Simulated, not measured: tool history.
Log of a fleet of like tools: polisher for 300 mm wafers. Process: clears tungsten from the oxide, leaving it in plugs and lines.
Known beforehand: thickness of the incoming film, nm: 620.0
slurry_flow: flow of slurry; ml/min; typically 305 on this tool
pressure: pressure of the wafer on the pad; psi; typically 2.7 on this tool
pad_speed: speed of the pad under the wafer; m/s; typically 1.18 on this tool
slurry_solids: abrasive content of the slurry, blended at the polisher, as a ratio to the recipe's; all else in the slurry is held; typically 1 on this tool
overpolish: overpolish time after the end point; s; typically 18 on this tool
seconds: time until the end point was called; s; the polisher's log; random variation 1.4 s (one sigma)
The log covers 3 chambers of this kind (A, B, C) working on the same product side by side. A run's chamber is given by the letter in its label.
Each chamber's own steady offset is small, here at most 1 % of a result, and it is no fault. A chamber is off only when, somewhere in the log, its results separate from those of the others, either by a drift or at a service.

run	hour	slurry_flow	pressure	pad_speed	slurry_solids	overpolish	seconds
# hour 4.8: chamber A: slurry tank refilled with fresh slurry and peroxide
# hour 6.1: chamber C: slurry tank refilled with fresh slurry and peroxide
1A	9.9	305	2.7	1.18	1	18	146.42
2C	15.2	305	2.7	1.18	1	18	145.45
3B	23.2	305	2.7	1.18	1	18	145.65
4C	32	305	2.7	1.18	1	18	148.83
5A	39	305	2.7	1.18	1	18	147.64
6B	49.4	305	2.7	1.18	1	18	144.77
# hour 52.1: chamber C: slurry blender recalibrated
7C	54.9	305	2.7	1.18	1	18	146.12
8A	64.2	305	2.7	1.18	1	18	143.62
# hour 66.8: chamber C: head pressure recalibrated
# hour 68.2: chamber B: worn pad replaced by a new one
9B	70.1	305	2.7	1.18	1	18	145.34
10B	77.4	305	2.7	1.18	1	18	145.85
# hour 86.6: chamber B: slurry tank refilled with fresh slurry and peroxide
11C	87.1	305	2.7	1.18	1	18	160.58
12A	95.1	305	2.7	1.18	1	18	144.37
# hour 100.5: chamber C: worn pad replaced by a new one
# hour 103.9: chamber A: slurry tank refilled with fresh slurry and peroxide
13A	105.8	305	2.7	1.18	1	18	145.26
14C	114.7	305	2.7	1.18	1	18	160.82
# hour 124.3: chamber B: slurry blender recalibrated
15B	124.9	305	2.7	1.18	1	18	143.64
16C	135.6	240	2.3	1.18	1	18	192.39
17B	143.9	240	2.3	1.18	1	18	175.7
# hour 145.9: chamber B: head pressure recalibrated
18A	152	240	2.3	1.18	1	18	176.26
19B	158	305	2.7	1.18	1.1	18	142.33
# hour 162.2: chamber A: worn pad replaced by a new one
20A	169.1	305	2.7	1.18	1.1	18	142.44
# hour 172.7: chamber C: slurry tank refilled with fresh slurry and peroxide
21C	175.9	305	2.7	1.18	1.1	18	154.17
22C	182	305	2.7	1.18	1	18	161.12

Next, all 3 chambers run the settings below, one line each with question marks for the results. What does each chamber give?
23A	190.2	305	2.7	1.18	1	18	?
23B	190.2	305	2.7	1.18	1	18	?
23C	190.2	305	2.7	1.18	1	18	?

run	seconds
23A	144.63
23B	142.34
23C	159.49

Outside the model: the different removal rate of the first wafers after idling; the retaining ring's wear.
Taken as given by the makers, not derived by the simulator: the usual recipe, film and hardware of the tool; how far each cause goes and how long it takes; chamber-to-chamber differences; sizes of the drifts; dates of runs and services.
